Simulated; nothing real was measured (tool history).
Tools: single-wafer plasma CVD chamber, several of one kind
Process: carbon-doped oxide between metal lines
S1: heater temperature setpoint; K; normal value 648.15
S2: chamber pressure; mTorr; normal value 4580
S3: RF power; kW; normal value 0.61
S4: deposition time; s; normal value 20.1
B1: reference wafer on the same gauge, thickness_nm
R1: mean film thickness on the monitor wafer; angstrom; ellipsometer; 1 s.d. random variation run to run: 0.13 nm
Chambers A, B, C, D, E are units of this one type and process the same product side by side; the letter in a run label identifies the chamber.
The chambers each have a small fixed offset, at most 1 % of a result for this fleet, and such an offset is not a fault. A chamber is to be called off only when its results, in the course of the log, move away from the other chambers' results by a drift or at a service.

| run | day | S1 | S2 | S3 | S4 | B1 | R1 |
|---|---|---|---|---|---|---|---|
| 1D | 0.225 | 648.15 | 4580 | 0.61 | 20.1 | 105.03 | 1080.4 |
| 2A | 0.396 | 648.15 | 4580 | 0.61 | 20.1 | 105.02 | 1090.8 |
| 3C | 0.617 | 648.15 | 4580 | 0.61 | 20.1 | 105.07 | 1085.6 |
| 4B | 0.846 | 648.15 | 4580 | 0.61 | 20.1 | 105.07 | 1085.9 |
| 5E | 0.954 | 648.15 | 4580 | 0.61 | 20.1 | 105.06 | 1085.2 |
| 6C | 1.112 | 648.15 | 4580 | 0.61 | 20.1 | 105.15 | 1088.1 |
| 7E | 1.333 | 653.15 | 4580 | 0.725 | 20.1 | 105.1 | 1194.7 |
| 8A | 1.471 | 653.15 | 4580 | 0.725 | 20.1 | 105.14 | 1197.3 |
| 9D | 1.683 | 653.15 | 4580 | 0.725 | 20.1 | 105.17 | 1189.8 |
| 10B | 1.867 | 653.15 | 4580 | 0.725 | 20.1 | 105.18 | 1196.4 |
| 11A | 2.017 | 653.15 | 4580 | 0.725 | 20.1 | 105.16 | 1195.3 |
| 12C | 2.196 | 648.15 | 4580 | 0.61 | 20.1 | 105.19 | 1087.6 |
| 13D | 2.429 | 648.15 | 4580 | 0.61 | 20.1 | 105.23 | 1084.7 |
| 14B | 2.592 | 648.15 | 4580 | 0.61 | 20.1 | 105.25 | 1089.6 |
| 15E | 2.746 | 648.15 | 5650 | 0.7 | 20.1 | 105.25 | 1219.8 |
| 16E | 2.9 | 648.15 | 5650 | 0.7 | 20.1 | 105.25 | 1219.3 |
| 17C | 3.133 | 648.15 | 5650 | 0.7 | 20.1 | 105.29 | 1221.1 |
| 18B | 3.267 | 648.15 | 5650 | 0.7 | 20.1 | 105.26 | 1218.9 |
| 19A | 3.454 | 648.15 | 5650 | 0.7 | 20.1 | 105.33 | 1221.4 |
| 20D | 3.638 | 648.15 | 4580 | 0.61 | 20.1 | 105.3 | 1088.9 |
|  | 3.717 | chamber A: capacitance manometer re-zeroed and calibrated |
| 21D | 3.833 | 659.15 | 3890 | 0.61 | 20.1 | 105.37 | 1041.2 |
| 22B | 4.004 | 659.15 | 3890 | 0.61 | 20.1 | 105.34 | 1039.2 |
| 23A | 4.15 | 659.15 | 3890 | 0.61 | 20.1 | 105.36 | 1045.6 |
| 24E | 4.358 | 659.15 | 3890 | 0.61 | 20.1 | 105.38 | 1039.9 |
| 25C | 4.592 | 659.15 | 3890 | 0.61 | 20.1 | 105.43 | 1041.9 |
| 26D | 4.754 | 648.15 | 4580 | 0.61 | 20.1 | 105.44 | 1087.3 |
| 27B | 4.896 | 648.15 | 4580 | 0.61 | 20.1 | 105.42 | 1089.8 |
| 28C | 5.042 | 640.15 | 4580 | 0.67 | 20.1 | 105.46 | 1172.6 |
| 29A | 5.258 | 640.15 | 4580 | 0.67 | 20.1 | 105.44 | 1182.4 |
| 30E | 5.483 | 640.15 | 4580 | 0.67 | 20.1 | 105.47 | 1174.3 |
| 31C | 5.604 | 640.15 | 4580 | 0.67 | 20.1 | 105.51 | 1176.1 |

Read the log: is a single chamber off, either drifting away or since a service, is the gauge that measures every chamber drifting, or is nothing wrong beyond small per-chamber offsets? Name any odd chamber and what most likely caused it.

The gauge drifts, so all chambers seem to drift together. No chamber is off.
Likeliest cause: gauge reads high (%) = 0.486.

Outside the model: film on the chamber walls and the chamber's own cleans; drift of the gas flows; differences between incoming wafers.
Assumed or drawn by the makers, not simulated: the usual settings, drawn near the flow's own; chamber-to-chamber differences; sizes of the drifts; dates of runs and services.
